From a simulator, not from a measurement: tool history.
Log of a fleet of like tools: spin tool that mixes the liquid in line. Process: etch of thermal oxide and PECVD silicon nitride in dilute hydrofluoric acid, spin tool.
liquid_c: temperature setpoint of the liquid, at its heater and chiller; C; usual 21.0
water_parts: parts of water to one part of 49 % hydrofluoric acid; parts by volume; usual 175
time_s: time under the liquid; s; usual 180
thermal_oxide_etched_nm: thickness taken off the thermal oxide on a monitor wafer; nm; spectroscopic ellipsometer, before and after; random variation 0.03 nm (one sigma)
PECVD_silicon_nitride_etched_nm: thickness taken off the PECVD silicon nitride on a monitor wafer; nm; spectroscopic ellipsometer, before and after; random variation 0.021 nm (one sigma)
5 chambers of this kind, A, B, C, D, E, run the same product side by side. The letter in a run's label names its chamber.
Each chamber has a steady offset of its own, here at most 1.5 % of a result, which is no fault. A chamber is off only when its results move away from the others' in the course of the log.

run,day,liquid_c,water_parts,time_s,hours since the thermometer was replaced,hours since the hydrofluoric acid flow meter was replaced,"read-back film thickness of the thermal oxide reference wafer, read on the same gauge (nm)","read-back film thickness of the PECVD silicon nitride reference wafer, read on the same gauge (nm)",thermal_oxide_etched_nm,PECVD_silicon_nitride_etched_nm
1A,0.575,21.0,175,180,300.4,220.8,150.00,79.999,4.0142,1.6604
2C,1.092,21.0,175,180,866.9,334.4,150.04,79.986,3.9582,1.6785
3D,1.512,21.0,175,180,2264.3,667.3,149.97,79.977,3.9642,1.6468
4E,1.808,21.0,175,180,763.9,352.8,149.93,80.015,3.9362,1.6902
5B,2.104,21.0,175,180,950.7,826.2,149.98,80.037,3.9405,1.6941
# day 2.192: chamber C: thermometer replaced
6D,2.400,17.0,175,180,2285.6,688.6,150.04,80.047,3.3858,1.2897
7B,2.783,17.0,175,180,967.0,842.5,149.99,79.981,3.3465,1.2900
8A,3.179,17.0,175,180,362.9,283.3,150.02,80.021,3.3559,1.3125
9C,3.488,17.0,175,180,31.2,391.9,149.97,79.994,3.3889,1.2834
10E,3.750,17.0,175,180,810.5,399.4,150.00,80.013,3.3704,1.2660
11E,4.125,21.0,175,180,819.5,408.4,149.96,79.977,3.8843,1.6198
12C,4.675,25.5,175,255,59.7,420.4,149.97,80.019,6.6024,3.2313
13B,5.050,25.5,175,255,1021.4,896.9,149.99,79.952,6.5535,3.2285
# day 5.512: chamber D: thermometer replaced
14D,5.554,25.5,175,255,1.0,764.3,149.98,79.981,6.6322,3.1754
15A,5.871,25.5,175,255,427.5,347.9,149.95,80.038,6.6091,3.1493
16D,6.146,25.5,175,255,15.2,778.5,149.98,79.998,6.6443,3.1559
17E,6.729,21.0,90,85,882.0,470.9,150.02,80.026,3.8967,1.4945
18C,7.233,21.0,90,85,121.1,481.8,150.01,80.010,4.0261,1.5362
# day 7.608: chamber B: thermometer replaced
19A,7.721,21.0,90,85,471.9,392.3,149.96,79.988,3.8944,1.4490
20B,8.221,21.0,90,85,14.8,973.0,149.96,80.007,4.0091,1.5444
21E,8.525,21.0,90,85,925.1,514.0,149.99,80.009,3.8525,1.4877
22A,8.967,21.0,175,180,501.8,422.2,149.96,80.005,3.9141,1.6163
23D,9.283,25.0,175,220,90.5,853.8,149.97,80.037,5.6153,2.6225
24B,9.579,25.0,175,220,47.4,1005.6,150.05,80.033,5.6165,2.6526
25C,10.108,25.0,175,220,190.1,550.8,149.97,79.983,5.6631,2.6470
26A,10.658,25.0,175,220,542.4,462.8,150.03,79.994,5.4948,2.5296
27C,11.208,25.0,175,220,216.5,577.2,150.04,79.953,5.6136,2.6462
28E,11.762,21.0,175,180,1002.8,591.7,150.02,80.012,3.8803,1.6417
29B,12.067,21.0,175,180,107.1,1065.3,150.01,79.975,3.9506,1.6769
30D,12.625,21.0,175,180,170.7,934.0,150.03,79.995,3.9917,1.6668

What goes on in this fleet: one chamber off, a drifting gauge, or nothing beyond the chambers' own small offsets? Name the chamber and the cause, if any.

Chamber A drifts away from the others.
Cause: liquid colder than its thermometer reads (K) = 1.26.

Here are 4 candidates for chamber A's next run, each the usual settings with a change, their results left as question marks. Which one brings its results back in line with what the others give on the usual settings?
In line means no further than this from the other chambers' mean on the usual settings: thermal_oxide_etched_nm 0.1100 nm; PECVD_silicon_nitride_etched_nm 0.0730 nm
31A-1,13.046,22.0,180,185,,,,,?,?
31A-2,13.046,19.0,165,165,,,,,?,?
31A-3,13.046,23.0,185,195,,,,,?,?
31A-4,13.046,20.0,170,175,,,,,?,?

The other chambers' mean on the usual settings: thermal_oxide_etched_nm 3.9434 nm; PECVD_silicon_nitride_etched_nm 1.6687 nm
run,thermal_oxide_etched_nm,PECVD_silicon_nitride_etched_nm
31A-1,3.9097,1.6509
31A-2,3.4185,1.3059
31A-3,4.1488,1.8101
31A-4,3.6496,1.4420
31A-1 brings the chamber back in line.

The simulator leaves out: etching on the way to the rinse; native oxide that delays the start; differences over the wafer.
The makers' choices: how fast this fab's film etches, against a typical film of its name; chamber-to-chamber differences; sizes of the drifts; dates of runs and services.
